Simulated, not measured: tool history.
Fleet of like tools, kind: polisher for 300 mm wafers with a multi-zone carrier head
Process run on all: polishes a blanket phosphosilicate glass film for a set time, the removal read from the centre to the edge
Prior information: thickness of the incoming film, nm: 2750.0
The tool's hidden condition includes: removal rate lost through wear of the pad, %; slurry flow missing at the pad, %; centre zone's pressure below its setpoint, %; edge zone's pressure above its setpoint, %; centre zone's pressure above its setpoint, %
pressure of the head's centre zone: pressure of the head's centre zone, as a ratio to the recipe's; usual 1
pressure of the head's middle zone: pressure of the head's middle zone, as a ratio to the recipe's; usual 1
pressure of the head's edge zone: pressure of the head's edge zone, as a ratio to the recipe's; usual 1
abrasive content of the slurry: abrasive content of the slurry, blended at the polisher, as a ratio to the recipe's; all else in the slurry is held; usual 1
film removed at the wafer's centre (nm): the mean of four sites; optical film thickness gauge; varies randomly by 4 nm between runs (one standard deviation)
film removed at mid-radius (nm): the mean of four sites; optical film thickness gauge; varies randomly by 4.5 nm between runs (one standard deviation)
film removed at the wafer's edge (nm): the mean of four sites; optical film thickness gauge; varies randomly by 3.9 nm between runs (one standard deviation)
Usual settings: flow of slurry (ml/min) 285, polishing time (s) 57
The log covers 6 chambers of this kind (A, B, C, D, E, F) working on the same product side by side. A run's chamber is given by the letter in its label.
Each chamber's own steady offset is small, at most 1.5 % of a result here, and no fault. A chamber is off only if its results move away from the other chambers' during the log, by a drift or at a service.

run	day	flow of slurry (ml/min)	pressure of the head's centre zone	pressure of the head's middle zone	pressure of the head's edge zone	abrasive content of the slurry	polishing time (s)	wafers polished on this pad	hours since the slurry nozzle was cleaned	hours since the centre zone pressure was calibrated	hours since the edge zone pressure was calibrated	film removed at the wafer's centre (nm)	film removed at mid-radius (nm)	film removed at the wafer's edge (nm)
1C	0.196	285	1	1	1	1	57	415	657.3	721.1	249.5	311.66	310	312.2
# day 0.388: chamber D: edge zone pressure recalibrated
2D	0.5	285	1	1	1	1	57	599	275.2	1124.2	2.7	301.11	307.52	310.67
3F	0.642	285	1	1	1	1	57	836	264.6	1416.5	726.7	308.02	317.82	313.36
# day 0.688: chamber C: worn pad replaced by a new one
4E	0.85	285	1	1	1	1	57	148	370.1	462.9	1108.6	311.39	301.82	317.69
# day 1.004: chamber A: slurry nozzle cleaned
# day 1.05: chamber D: centre zone pressure recalibrated
5A	1.154	285	1	1	1.04	1.1	57	415	3.6	151.3	475.3	324.63	325.23	323.41
# day 1.346: chamber B: worn pad replaced by a new one
6B	1.371	285	1	1	1.04	1.1	57	4	259.8	338.2	694.6	324.33	332.75	328.35
# day 1.5: chamber F: worn pad replaced by a new one
7B	1.562	285	1	1	1.04	1.1	57	34	264.4	342.8	699.2	323.33	325.35	331.23
8F	1.733	285	1	1	1.04	1.1	57	36	290.8	1442.7	752.9	323.8	323.49	325.94
9E	1.933	285	1	1	1.04	1.1	57	318	396.1	488.9	1134.6	323.19	320.25	330.76
10D	2.212	285	1	1	1.04	1.1	57	868	316.3	28	43.8	318.05	318.27	329.72
11A	2.525	285	1	1	1	1	57	630	36.5	184.2	508.2	313.45	311.7	308.33
# day 2.675: chamber F: centre zone pressure recalibrated
12C	2.683	285	1	1	1	1	57	313	717	780.8	309.2	312.51	310.44	302.44
13B	2.946	285	1	1	1	1	57	251	297.6	376	732.4	307.06	311.64	309.51
# day 3.083: chamber D: worn pad replaced by a new one
14A	3.129	285	1	1	1	1	57	725	51	198.7	522.7	311.8	310.7	308.83
15E	3.375	285	1	1	1.08	1	49	544	430.7	523.5	1169.2	261.79	267.66	279.33
16C	3.621	285	1	1	1.08	1	49	460	739.5	803.3	331.7	267.18	264.04	272.29
# day 3.758: chamber E: edge zone pressure recalibrated
17F	3.9	285	1	1	1.08	1	49	377	342.8	29.5	804.9	235.56	273.1	275.48
18D	4.15	285	1	1	1.08	1	49	167	362.8	74.5	90.3	266.21	265.58	279.98
# day 4.296: chamber C: worn pad replaced by a new one
19B	4.388	285	1	1	1.08	1	49	478	332.2	410.6	767	266.42	268.3	281.26
20C	4.575	285	1	1	1.08	1	49	44	762.4	826.2	354.6	261.96	266.78	281.67
21D	4.788	285	1	1	1	1	45	268	378.1	89.8	105.6	248.55	242.33	246.78
22F	5	285	1	1	1	1	45	549	369.2	55.9	831.3	219.08	247.61	245.05
23A	5.2	285	1	1	1	1	45	1050	100.7	248.4	572.4	242.73	237.7	243.69
24E	5.475	285	1	1	1	1	45	874	481.1	573.9	41.2	250.31	244.37	249.73
25D	5.75	285	1	1	1	1	45	419	401.2	112.9	128.7	239.59	245.34	245.07
26B	5.946	285	1	1	1	1	45	722	369.6	448	804.4	244.1	242.91	240.85
# day 6.138: chamber E: worn pad replaced by a new one
27A	6.167	285	1	1	1	1	57	1202	123.9	271.6	595.6	311.93	311.2	313.47
# day 6.438: chamber A: worn pad replaced by a new one
28E	6.438	285	1	1	1	1	57	47	504.2	597	64.3	308.12	298	311.58
# day 6.442: chamber F: slurry nozzle cleaned
29C	6.704	285	1	1	1	1	57	378	813.5	877.3	405.7	308.66	310.05	313.52
30F	6.846	285	1	1	1	1	57	839	9.8	100.2	875.6	285.53	317.65	320.2
# day 6.933: chamber F: worn pad replaced by a new one
# day 7.067: chamber D: slurry nozzle cleaned
31D	7.104	285	1	1	1	1	57	631	1	145.4	161.2	300.08	305.55	309.91
32F	7.333	285	1	1	1	1	57	63	21.5	111.9	887.3	272.49	303.97	307.37
33E	7.529	285	1	1	1	1	57	218	530.4	623.2	90.5	312.59	305.79	311.1
34C	7.667	285	1	1	1	1	57	529	836.6	900.4	428.8	311.22	313.98	309.38
35B	7.971	285	1	1	1	1	57	1040	418.2	496.6	853	307.18	306.24	311.76
36A	8.15	285	1	1	1	1	57	269	171.5	319.2	643.2	314.61	305.26	308.2

Each of the 6 chambers runs these same settings next. Fill in every chamber's results:
37A	8.375	340	1	1	1	1	57					?	?	?
37B	8.375	340	1	1	1	1	57					?	?	?
37C	8.375	340	1	1	1	1	57					?	?	?
37D	8.375	340	1	1	1	1	57					?	?	?
37E	8.375	340	1	1	1	1	57					?	?	?
37F	8.375	340	1	1	1	1	57					?	?	?

run	film removed at the wafer's centre (nm)	film removed at mid-radius (nm)	film removed at the wafer's edge (nm)
37A	316.75	319.67	317.38
37B	313.83	318.6	315.23
37C	307.91	312.86	313.68
37D	308.5	302.16	315.31
37E	314.89	317.98	319.46
37F	284.59	315.69	317.28
